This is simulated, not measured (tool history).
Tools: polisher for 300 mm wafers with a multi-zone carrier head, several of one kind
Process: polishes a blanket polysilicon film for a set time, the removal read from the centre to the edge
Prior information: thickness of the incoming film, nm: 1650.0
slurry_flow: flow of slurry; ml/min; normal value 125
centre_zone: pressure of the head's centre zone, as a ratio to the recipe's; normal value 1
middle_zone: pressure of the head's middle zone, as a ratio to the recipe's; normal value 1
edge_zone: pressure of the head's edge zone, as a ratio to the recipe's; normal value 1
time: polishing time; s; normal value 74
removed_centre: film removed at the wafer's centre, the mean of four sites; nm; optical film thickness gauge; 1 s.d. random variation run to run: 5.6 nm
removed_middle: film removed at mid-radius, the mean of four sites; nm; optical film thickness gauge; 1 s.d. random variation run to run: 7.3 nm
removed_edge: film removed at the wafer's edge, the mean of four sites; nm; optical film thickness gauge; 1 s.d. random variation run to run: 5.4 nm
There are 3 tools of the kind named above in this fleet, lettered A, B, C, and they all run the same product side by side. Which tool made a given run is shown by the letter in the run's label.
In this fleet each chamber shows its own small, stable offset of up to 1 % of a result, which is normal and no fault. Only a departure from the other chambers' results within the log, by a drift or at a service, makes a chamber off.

| run | hour | slurry_flow | centre_zone | middle_zone | edge_zone | time | wafers polished on this pad | hours since the slurry nozzle was cleaned | hours since the centre zone pressure was calibrated | hours since the edge zone pressure was calibrated | removed_centre | removed_middle | removed_edge |
|---|---|---|---|---|---|---|---|---|---|---|---|---|---|
| 1C | 4.5 | 125 | 1 | 1 | 1 | 74 | 75 | 162.8 | 683.1 | 31.3 | 664.05 | 653.18 | 655.57 |
|  | 9.3 | chamber A: slurry nozzle cleaned |
| 2B | 12.5 | 125 | 1 | 1 | 1 | 74 | 674 | 254.4 | 773.2 | 308.9 | 666.74 | 664.74 | 652.02 |
| 3A | 20.3 | 125 | 1 | 1 | 1 | 74 | 776 | 11 | 338.5 | 240.1 | 664.18 | 655.99 | 664.37 |
| 4A | 26.2 | 125 | 1 | 1 | 1 | 74 | 842 | 16.9 | 344.4 | 246 | 678.38 | 658.8 | 663.48 |
| 5C | 31.7 | 125 | 1 | 1.05 | 1 | 59 | 377 | 190 | 710.3 | 58.5 | 518.38 | 554.19 | 527.65 |
| 6B | 38.1 | 125 | 1 | 1.05 | 1 | 59 | 959 | 280 | 798.8 | 334.5 | 524.79 | 549.65 | 518.19 |
|  | 44.8 | chamber A: worn pad replaced by a new one |
| 7C | 46.8 | 125 | 1 | 1.05 | 1 | 59 | 545 | 205.1 | 725.4 | 73.6 | 523.26 | 544.41 | 529.46 |
| 8A | 54.6 | 125 | 1 | 1 | 1 | 74 | 109 | 45.3 | 372.8 | 274.4 | 674.53 | 659.79 | 646.48 |
| 9B | 60.4 | 125 | 1 | 1 | 1 | 74 | 1206 | 302.3 | 821.1 | 356.8 | 658.96 | 662.34 | 657.05 |
| 10C | 68.4 | 125 | 1 | 1 | 1 | 74 | 785 | 226.7 | 747 | 95.2 | 638.58 | 672.02 | 652.78 |
|  | 71.1 | chamber B: worn pad replaced by a new one |
| 11B | 76.1 | 125 | 1 | 1 | 1 | 74 | 56 | 318 | 836.8 | 372.5 | 656.68 | 665.75 | 658.09 |
| 12A | 81.1 | 125 | 1 | 1 | 1 | 74 | 403 | 71.8 | 399.3 | 300.9 | 673.45 | 658.41 | 659.74 |
| 13C | 85.3 | 125 | 1 | 1 | 1 | 74 | 972 | 243.6 | 763.9 | 112.1 | 650.36 | 673.03 | 653.94 |
| 14A | 91.6 | 125 | 1 | 1 | 1 | 74 | 519 | 82.3 | 409.8 | 311.4 | 667.81 | 658.06 | 649.87 |
| 15B | 97.3 | 125 | 1 | 1 | 1 | 74 | 291 | 339.2 | 858 | 393.7 | 659.19 | 658.92 | 655.32 |
| 16B | 102.4 | 125 | 1 | 1 | 1 | 74 | 348 | 344.3 | 863.1 | 398.8 | 659.46 | 674.47 | 657.21 |
| 17A | 110.8 | 125 | 1 | 1 | 1 | 74 | 732 | 101.5 | 429 | 330.6 | 664.17 | 651.38 | 656.36 |
|  | 111.6 | chamber C: worn pad replaced by a new one |
| 18C | 115.9 | 125 | 1 | 1 | 1 | 74 | 48 | 274.2 | 794.5 | 142.7 | 651.4 | 660.29 | 663.83 |
| 19A | 120.5 | 125 | 1 | 1 | 1 | 74 | 840 | 111.2 | 438.7 | 340.3 | 675.38 | 655.53 | 656.71 |
| 20B | 129.5 | 125 | 1 | 1 | 1 | 74 | 649 | 371.4 | 890.2 | 425.9 | 651.57 | 649.29 | 658.63 |
| 21C | 135.6 | 125 | 1 | 1 | 1 | 74 | 267 | 293.9 | 814.2 | 162.4 | 654.5 | 659.89 | 660.01 |
|  | 137.3 | chamber C: centre zone pressure recalibrated |
| 22C | 141 | 125 | 1.05 | 1 | 1 | 56 | 327 | 299.3 | 3.8 | 167.8 | 581.32 | 496.28 | 499.49 |
| 23B | 147.2 | 125 | 1.05 | 1 | 1 | 56 | 845 | 389.1 | 907.9 | 443.6 | 530.27 | 501.16 | 500.63 |
|  | 149.9 | chamber A: worn pad replaced by a new one |
| 24A | 155.2 | 125 | 1.05 | 1 | 1 | 56 | 59 | 145.9 | 473.4 | 375 | 538.15 | 501.04 | 500.14 |
| 25A | 164.5 | 125 | 1 | 1 | 1 | 74 | 163 | 155.2 | 482.7 | 384.3 | 667.01 | 657.85 | 649.14 |
| 26C | 172.6 | 125 | 1 | 1 | 1 | 74 | 677 | 330.9 | 35.4 | 199.4 | 725.7 | 659.37 | 650.34 |
| 27B | 181.9 | 125 | 1 | 1 | 1 | 74 | 1231 | 423.8 | 942.6 | 478.3 | 667.01 | 670.68 | 670.24 |
| 28A | 189.8 | 125 | 1 | 1 | 1 | 74 | 444 | 180.5 | 508 | 409.6 | 656.39 | 650.85 | 662.11 |
| 29C | 194.6 | 125 | 1 | 1 | 1 | 74 | 922 | 352.9 | 57.4 | 221.4 | 722.42 | 660.48 | 665.3 |
| 30B | 202.3 | 125 | 1 | 1 | 1 | 74 | 1457 | 444.2 | 963 | 498.7 | 662.53 | 661.35 | 654.09 |
|  | 204.6 | chamber B: worn pad replaced by a new one |
| 31A | 208.1 | 125 | 1 | 1 | 1 | 74 | 647 | 198.8 | 526.3 | 427.9 | 668.25 | 646.63 | 659.72 |
|  | 211.9 | chamber C: worn pad replaced by a new one |
| 32C | 217.1 | 125 | 1 | 1 | 1 | 74 | 57 | 375.4 | 79.9 | 243.9 | 728.72 | 663.96 | 650.45 |
| 33B | 225 | 125 | 1 | 1 | 1 | 74 | 227 | 466.9 | 985.7 | 521.4 | 656.42 | 663.98 | 657.46 |
| 34A | 231.7 | 125 | 1 | 1 | 1 | 74 | 909 | 222.4 | 549.9 | 451.5 | 671.77 | 651.25 | 665.09 |
| 35B | 238.1 | 125 | 1 | 1 | 1 | 74 | 372 | 480 | 998.8 | 534.5 | 658.77 | 656.05 | 659.63 |
| 36C | 245.3 | 100 | 1 | 1 | 1 | 74 | 371 | 403.6 | 108.1 | 272.1 | 680.01 | 627.9 | 631.03 |
| 37A | 250.4 | 100 | 1 | 1 | 1 | 74 | 1116 | 241.1 | 568.6 | 470.2 | 642.71 | 618.51 | 633.57 |
|  | 253.2 | chamber A: worn pad replaced by a new one |
| 38C | 254.7 | 100 | 1 | 1 | 1 | 74 | 475 | 413 | 117.5 | 281.5 | 682.85 | 620.59 | 631.74 |
| 39B | 262.5 | 125 | 1 | 1 | 1 | 74 | 643 | 504.4 | 1023.2 | 558.9 | 653.5 | 667.72 | 652.64 |
| 40C | 267.9 | 90 | 1 | 1 | 1.08 | 74 | 621 | 426.2 | 130.7 | 294.7 | 654.14 | 596.32 | 647.07 |
| 41B | 274.7 | 90 | 1 | 1 | 1.08 | 74 | 778 | 516.6 | 1035.4 | 571.1 | 604.97 | 611.53 | 642.44 |
| 42A | 279 | 90 | 1 | 1 | 1.08 | 74 | 287 | 269.7 | 597.2 | 498.8 | 611.84 | 605.25 | 644.11 |
| 43B | 284.3 | 125 | 1 | 1 | 1 | 74 | 885 | 526.2 | 1045 | 580.7 | 662.02 | 664.67 | 655.99 |

Does one chamber stand apart from the rest, does the shared gauge drift, or is all well apart from small per-chamber offsets? Give the chamber and the most likely cause, where there is one.

The work done on chamber C during a service left it standing apart from the others.
What lies behind it: centre zone's pressure above its setpoint, % = 9.84.

Chamber C could run next with any of the 4 candidate recipes listed below; each alters the usual settings, and their results appear as question marks. Which one brings its results back in line with what the other chambers deliver on the usual settings?
In line here means within this much of the mean the other chambers give on the usual settings: removed_centre 20 nm; removed_middle 26 nm; removed_edge 19 nm
| 44C-1 | 290.9 | 130 | 1.07 | 0.99 | 0.98 | 74 |  |  |  |  | ? | ? | ? |
| 44C-2 | 290.9 | 125 | 0.97 | 1.01 | 1.01 | 74 |  |  |  |  | ? | ? | ? |
| 44C-3 | 290.9 | 120 | 0.93 | 1.01 | 1.02 | 74 |  |  |  |  | ? | ? | ? |
| 44C-4 | 290.9 | 125 | 1.03 | 0.99 | 0.99 | 74 |  |  |  |  | ? | ? | ? |

Usual-settings mean across the other chambers: removed_centre 663.69 nm; removed_middle 660.39 nm; removed_edge 657.85 nm
| run | removed_centre | removed_middle | removed_edge |
|---|---|---|---|
| 44C-1 | 787.36 | 664.46 | 654.02 |
| 44C-2 | 701.26 | 671.46 | 660.26 |
| 44C-3 | 662.8 | 665.41 | 659.42 |
| 44C-4 | 748.29 | 658.93 | 653.54 |
It is 44C-3 that realigns the chamber with its peers.

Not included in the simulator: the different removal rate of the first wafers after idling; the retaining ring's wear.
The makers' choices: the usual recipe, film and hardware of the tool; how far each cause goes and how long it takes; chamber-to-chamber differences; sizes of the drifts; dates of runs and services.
